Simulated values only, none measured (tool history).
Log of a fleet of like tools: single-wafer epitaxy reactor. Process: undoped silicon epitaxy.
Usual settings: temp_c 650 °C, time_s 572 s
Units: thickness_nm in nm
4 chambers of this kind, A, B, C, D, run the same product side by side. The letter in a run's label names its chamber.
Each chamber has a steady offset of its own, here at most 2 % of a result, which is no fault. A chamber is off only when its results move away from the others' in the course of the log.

run,hour,temp_c,time_s,"read-back reference wafer on the same gauge, thickness_nm",thickness_nm
1A,8.0,650,572,85.101,95.759
2C,18.5,650,572,84.913,97.394
3D,30.7,650,572,84.873,97.457
4B,38.9,650,572,85.039,95.755
5B,46.1,650,572,84.903,96.058
6A,54.6,637,572,85.064,71.713
7C,64.6,637,572,84.904,72.875
8D,72.2,637,572,84.945,73.348
9D,83.0,637,572,84.936,72.987
10B,93.3,650,620,85.029,104.340
11C,104.3,650,620,85.011,104.540
12A,115.3,650,620,85.019,103.800
13B,126.3,650,620,84.990,103.420
14D,138.8,650,572,85.074,97.795
15C,147.8,650,572,84.982,97.528
16A,157.7,650,572,84.910,94.933
17B,164.9,650,572,84.946,96.133
18A,176.9,650,572,84.997,95.315
19C,182.4,650,572,85.060,96.489
20D,191.4,650,572,85.081,97.671
21B,200.9,650,572,84.872,96.079
22C,212.3,650,572,84.927,96.419
23D,219.6,650,572,84.959,96.908
24A,225.7,660,652,84.971,134.940
25A,232.1,660,652,85.032,134.990
26D,243.9,660,652,85.038,138.170
27B,250.6,660,652,84.901,135.710
28C,259.8,650,572,84.961,96.505
# hour 259.9: chamber D: pyrometer calibrated
29A,267.5,650,572,85.023,95.249
30C,278.4,650,572,84.968,96.447
31D,285.8,650,572,85.036,98.002
32B,297.4,650,572,85.019,95.349
33D,308.5,650,572,84.912,98.463
34C,317.2,650,572,85.026,96.955
35A,325.6,650,572,84.983,94.564
36B,335.4,650,572,84.913,96.102
37A,347.5,650,572,84.993,96.227

Next, every chamber runs the same settings. What will each give?
38A,356.6,661,572,,?
38B,356.6,661,572,,?
38C,356.6,661,572,,?
38D,356.6,661,572,,?

run,thickness_nm
38A,120.840
38B,121.260
38C,122.840
38D,122.910

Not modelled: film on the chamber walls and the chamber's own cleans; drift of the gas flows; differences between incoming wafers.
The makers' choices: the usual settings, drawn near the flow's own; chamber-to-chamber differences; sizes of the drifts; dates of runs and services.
